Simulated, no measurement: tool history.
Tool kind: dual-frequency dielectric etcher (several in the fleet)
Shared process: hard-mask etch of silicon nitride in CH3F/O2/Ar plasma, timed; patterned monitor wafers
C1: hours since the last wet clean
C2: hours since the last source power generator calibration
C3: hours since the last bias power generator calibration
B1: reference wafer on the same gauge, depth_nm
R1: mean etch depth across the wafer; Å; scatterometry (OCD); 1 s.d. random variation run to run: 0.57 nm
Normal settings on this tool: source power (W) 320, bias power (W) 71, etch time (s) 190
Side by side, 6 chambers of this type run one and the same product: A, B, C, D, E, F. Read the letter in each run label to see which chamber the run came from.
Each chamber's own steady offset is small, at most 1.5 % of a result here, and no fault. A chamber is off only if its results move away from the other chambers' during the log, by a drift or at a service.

Run 1B, hour 2.9: usual settings; C1 376.1; C2 4268.3; C3 2306.4; B1 142.76. Result: R1 1218.00 Å.
Run 2C, hour 5.2: usual settings; C1 91.9; C2 1019.6; C3 493.1; B1 143.11. Result: R1 1200.20 Å.
Run 3A, hour 9.2: usual settings; C1 23.5; C2 2339.1; C3 2862.7; B1 143.13. Result: R1 1221.00 Å.
At hour 11.3: chamber F: wet clean of the chamber.
Run 4F, hour 11.5: usual settings; C1 0.2; C2 4692.3; C3 2625.8; B1 142.93. Result: R1 1200.00 Å.
Run 5D, hour 13.5: usual settings but bias power (W) 55, etch time (s) 140; C1 350.9; C2 1470.7; C3 1427.0; B1 142.93. Result: R1 813.22 Å.
Run 6E, hour 15.6: usual settings but bias power (W) 55, etch time (s) 140; C1 192.9; C2 1282.5; C3 1670.9; B1 143.03. Result: R1 822.35 Å.
Run 7A, hour 19.0: usual settings but bias power (W) 55, etch time (s) 140; C1 33.3; C2 2348.9; C3 2872.5; B1 143.01. Result: R1 821.73 Å.
Run 8D, hour 22.3: usual settings but bias power (W) 55, etch time (s) 140; C1 359.7; C2 1479.5; C3 1435.8; B1 142.94. Result: R1 813.39 Å.
Run 9C, hour 25.4: usual settings but bias power (W) 55, etch time (s) 140; C1 112.1; C2 1039.8; C3 513.3; B1 142.88. Result: R1 817.34 Å.
Run 10E, hour 29.4: usual settings but bias power (W) 55, etch time (s) 140; C1 206.7; C2 1296.3; C3 1684.7; B1 143.04. Result: R1 831.28 Å.
Run 11B, hour 31.9: usual settings; C1 405.1; C2 4297.3; C3 2335.4; B1 142.94. Result: R1 1225.70 Å.
Run 12F, hour 34.6: usual settings; C1 23.3; C2 4715.4; C3 2648.9; B1 142.96. Result: R1 1198.80 Å.
Run 13B, hour 37.9: usual settings; C1 411.1; C2 4303.3; C3 2341.4; B1 143.06. Result: R1 1207.20 Å.
Run 14F, hour 41.9: usual settings; C1 30.6; C2 4722.7; C3 2656.2; B1 143.06. Result: R1 1197.40 Å.
Run 15D, hour 44.3: usual settings; C1 381.7; C2 1501.5; C3 1457.8; B1 143.04. Result: R1 1211.40 Å.
Run 16A, hour 47.1: usual settings; C1 61.4; C2 2377.0; C3 2900.6; B1 143.04. Result: R1 1223.20 Å.
Run 17C, hour 49.9: usual settings; C1 136.6; C2 1064.3; C3 537.8; B1 142.97. Result: R1 1210.70 Å.
Run 18E, hour 52.6: usual settings; C1 229.9; C2 1319.5; C3 1707.9; B1 143.09. Result: R1 1224.10 Å.
Run 19A, hour 55.0: usual settings; C1 69.3; C2 2384.9; C3 2908.5; B1 142.93. Result: R1 1221.10 Å.
Run 20E, hour 57.1: usual settings; C1 234.4; C2 1324.0; C3 1712.4; B1 142.96. Result: R1 1236.20 Å.
Run 21C, hour 60.9: usual settings; C1 147.6; C2 1075.3; C3 548.8; B1 143.05. Result: R1 1210.30 Å.
Run 22D, hour 64.2: usual settings; C1 401.6; C2 1521.4; C3 1477.7; B1 143.08. Result: R1 1212.40 Å.
Run 23F, hour 66.9: usual settings but bias power (W) 82; C1 55.6; C2 4747.7; C3 2681.2; B1 142.86. Result: R1 1264.30 Å.
Run 24B, hour 70.1: usual settings but bias power (W) 82; C1 443.3; C2 4335.5; C3 2373.6; B1 143.10. Result: R1 1287.00 Å.
At hour 71.2: chamber F: source power generator calibrated.
At hour 73.6: chamber B: wet clean of the chamber.
Run 25C, hour 73.9: usual settings but bias power (W) 82; C1 160.6; C2 1088.3; C3 561.8; B1 143.06. Result: R1 1261.90 Å.
Run 26B, hour 77.7: usual settings but bias power (W) 82; C1 4.2; C2 4343.1; C3 2381.2; B1 143.17. Result: R1 1279.50 Å.
Run 27F, hour 80.2: usual settings but bias power (W) 82; C1 68.9; C2 9.0; C3 2694.5; B1 142.94. Result: R1 1254.70 Å.
Run 28A, hour 82.3: usual settings but bias power (W) 82; C1 96.6; C2 2412.2; C3 2935.8; B1 143.15. Result: R1 1283.60 Å.
Run 29E, hour 86.7: usual settings but source power (W) 370; C1 264.0; C2 1353.6; C3 1742.0; B1 142.92. Result: R1 1320.00 Å.
Run 30D, hour 90.1: usual settings but source power (W) 370; C1 427.5; C2 1547.3; C3 1503.6; B1 142.90. Result: R1 1270.80 Å.
Run 31E, hour 93.6: usual settings but source power (W) 370; C1 270.9; C2 1360.5; C3 1748.9; B1 142.97. Result: R1 1316.00 Å.
Run 32D, hour 95.8: usual settings but source power (W) 370; C1 433.2; C2 1553.0; C3 1509.3; B1 143.00. Result: R1 1276.40 Å.
Run 33F, hour 98.7: usual settings but source power (W) 370; C1 87.4; C2 27.5; C3 2713.0; B1 142.93. Result: R1 1273.40 Å.
At hour 100.3: chamber B: source power generator calibrated.
Run 34C, hour 100.7: usual settings but source power (W) 370; C1 187.4; C2 1115.1; C3 588.6; B1 143.13. Result: R1 1274.10 Å.
Run 35B, hour 105.0: usual settings; C1 31.5; C2 4.8; C3 2408.5; B1 143.02. Result: R1 1215.60 Å.
Run 36A, hour 107.4: usual settings; C1 121.7; C2 2437.3; C3 2960.9; B1 143.12. Result: R1 1226.10 Å.
Run 37F, hour 110.6: usual settings; C1 99.3; C2 39.4; C3 2724.9; B1 143.11. Result: R1 1209.80 Å.
Run 38C, hour 113.3: usual settings; C1 200.0; C2 1127.7; C3 601.2; B1 142.98. Result: R1 1202.90 Å.
Run 39A, hour 117.6: usual settings but etch time (s) 213; C1 131.9; C2 2447.5; C3 2971.1; B1 142.99. Result: R1 1378.00 Å.
Run 40E, hour 119.8: usual settings but etch time (s) 213; C1 297.1; C2 1386.7; C3 1775.1; B1 143.06. Result: R1 1404.20 Å.
Run 41B, hour 124.1: usual settings but etch time (s) 213; C1 50.6; C2 23.9; C3 2427.6; B1 142.93. Result: R1 1370.10 Å.
Run 42D, hour 127.9: usual settings but etch time (s) 213; C1 465.3; C2 1585.1; C3 1541.4; B1 143.04. Result: R1 1357.30 Å.
Run 43B, hour 130.2: usual settings but etch time (s) 213; C1 56.7; C2 30.0; C3 2433.7; B1 143.08. Result: R1 1361.70 Å.
Run 44E, hour 133.1: usual settings but etch time (s) 213; C1 310.4; C2 1400.0; C3 1788.4; B1 143.01. Result: R1 1405.50 Å.

Read the log: is a single chamber off, either drifting away or since a service, is the gauge that measures every chamber drifting, or is nothing wrong beyond small per-chamber offsets? Name any odd chamber and what most likely caused it.

One chamber, E, drifts off from the rest bit by bit.
What lies behind it: etch rate over this chamber's usual, % = 3.7.

Chamber E could run next with any of the 4 candidate recipes listed below; each alters the usual settings, and their results appear as question marks. Which one brings its results back in line with what the other chambers deliver on the usual settings?
In line here means within this much of the mean the other chambers give on the usual settings: R1 20.00 Å
Run 45E-1, hour 136.3: usual settings but bias power (W) 72, etch time (s) 196.5. Result: R1 ?.
Run 45E-2, hour 136.3: usual settings but etch time (s) 191.5. Result: R1 ?.
Run 45E-3, hour 136.3: usual settings but etch time (s) 182.5. Result: R1 ?.
Run 45E-4, hour 136.3: usual settings but etch time (s) 188.5. Result: R1 ?.

Average result of the remaining chambers running the usual settings: R1 1212.50 Å
  run       R1
45E-1  1317.60
45E-2  1277.90
45E-3  1217.90
45E-4  1257.90
It is 45E-3 that realigns the chamber with its peers.
